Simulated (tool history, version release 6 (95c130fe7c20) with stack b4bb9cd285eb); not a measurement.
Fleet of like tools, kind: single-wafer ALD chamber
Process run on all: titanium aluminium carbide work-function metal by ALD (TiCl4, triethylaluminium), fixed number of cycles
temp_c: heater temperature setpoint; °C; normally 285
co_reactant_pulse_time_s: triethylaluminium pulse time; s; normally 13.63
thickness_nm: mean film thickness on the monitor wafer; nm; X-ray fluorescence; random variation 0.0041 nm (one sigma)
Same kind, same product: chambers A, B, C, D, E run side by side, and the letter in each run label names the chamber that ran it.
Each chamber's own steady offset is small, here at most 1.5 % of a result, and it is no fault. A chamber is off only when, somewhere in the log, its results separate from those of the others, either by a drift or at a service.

run,hour,temp_c,co_reactant_pulse_time_s,"read-back reference wafer on the same gauge, thickness_nm",thickness_nm
1A,8.0,285,13.63,1.9808,1.8928
2D,16.6,285,13.63,1.9797,1.9031
3B,25.8,285,13.63,1.9801,1.9121
# hour 28.7: chamber B: triethylaluminium bottle replaced
4C,33.5,285,13.63,1.9796,1.8940
5E,39.3,285,13.63,1.9808,1.9413
6D,47.0,285,13.63,1.9808,1.9120
7A,52.6,285,13.63,1.9794,1.8986
8E,60.3,285,13.63,1.9801,1.9388
9C,73.1,285,13.63,1.9793,1.8939
10B,82.8,285,13.63,1.9806,1.9098
11C,93.2,285,13.63,1.9801,1.8969
12A,99.8,275,13.63,1.9805,1.8118
13E,109.9,275,13.63,1.9796,1.8562
# hour 119.3: chamber C: thermocouple changed; heater temperature recalibrated
14D,120.8,275,13.63,1.9807,1.8199
15B,132.7,275,13.63,1.9803,1.8229
16B,138.7,275,13.63,1.9809,1.8291
17D,147.4,285,13.63,1.9794,1.9055
18A,155.3,276,10.06,1.9795,1.7800
19E,166.3,276,10.06,1.9799,1.8192
# hour 176.0: chamber A: triethylaluminium bottle replaced
20C,179.1,276,10.06,1.9802,1.7486
21C,186.3,276,10.06,1.9804,1.7429
22B,195.0,276,10.06,1.9808,1.7938
23D,203.2,285,13.63,1.9802,1.9051
24A,209.4,285,13.63,1.9793,1.8996
25E,216.6,274,11.88,1.9801,1.8293
26E,229.0,274,11.88,1.9801,1.8361
27A,239.0,274,11.88,1.9803,1.7807
28C,251.4,274,11.88,1.9806,1.7516
29D,263.0,274,11.88,1.9803,1.7980
30B,271.3,285,13.63,1.9800,1.9136
31C,278.9,285,13.63,1.9801,1.8632
32D,286.5,285,9.90,1.9797,1.8633
33A,293.2,285,9.90,1.9796,1.8533
34E,299.4,285,9.90,1.9803,1.8957
35B,311.5,285,9.90,1.9790,1.8691
36A,323.5,285,9.90,1.9797,1.8481
37D,333.7,285,13.63,1.9804,1.9096
# hour 338.9: chamber B: thermocouple changed; heater temperature recalibrated
38B,342.8,285,13.63,1.9804,1.9134

Predict what each chamber gives when all 5 of them run the settings below next.
39A,352.0,279,13.63,,?
39B,352.0,279,13.63,,?
39C,352.0,279,13.63,,?
39D,352.0,279,13.63,,?
39E,352.0,279,13.63,,?

run,thickness_nm
39A,1.8438
39B,1.8633
39C,1.8058
39D,1.8610
39E,1.8846
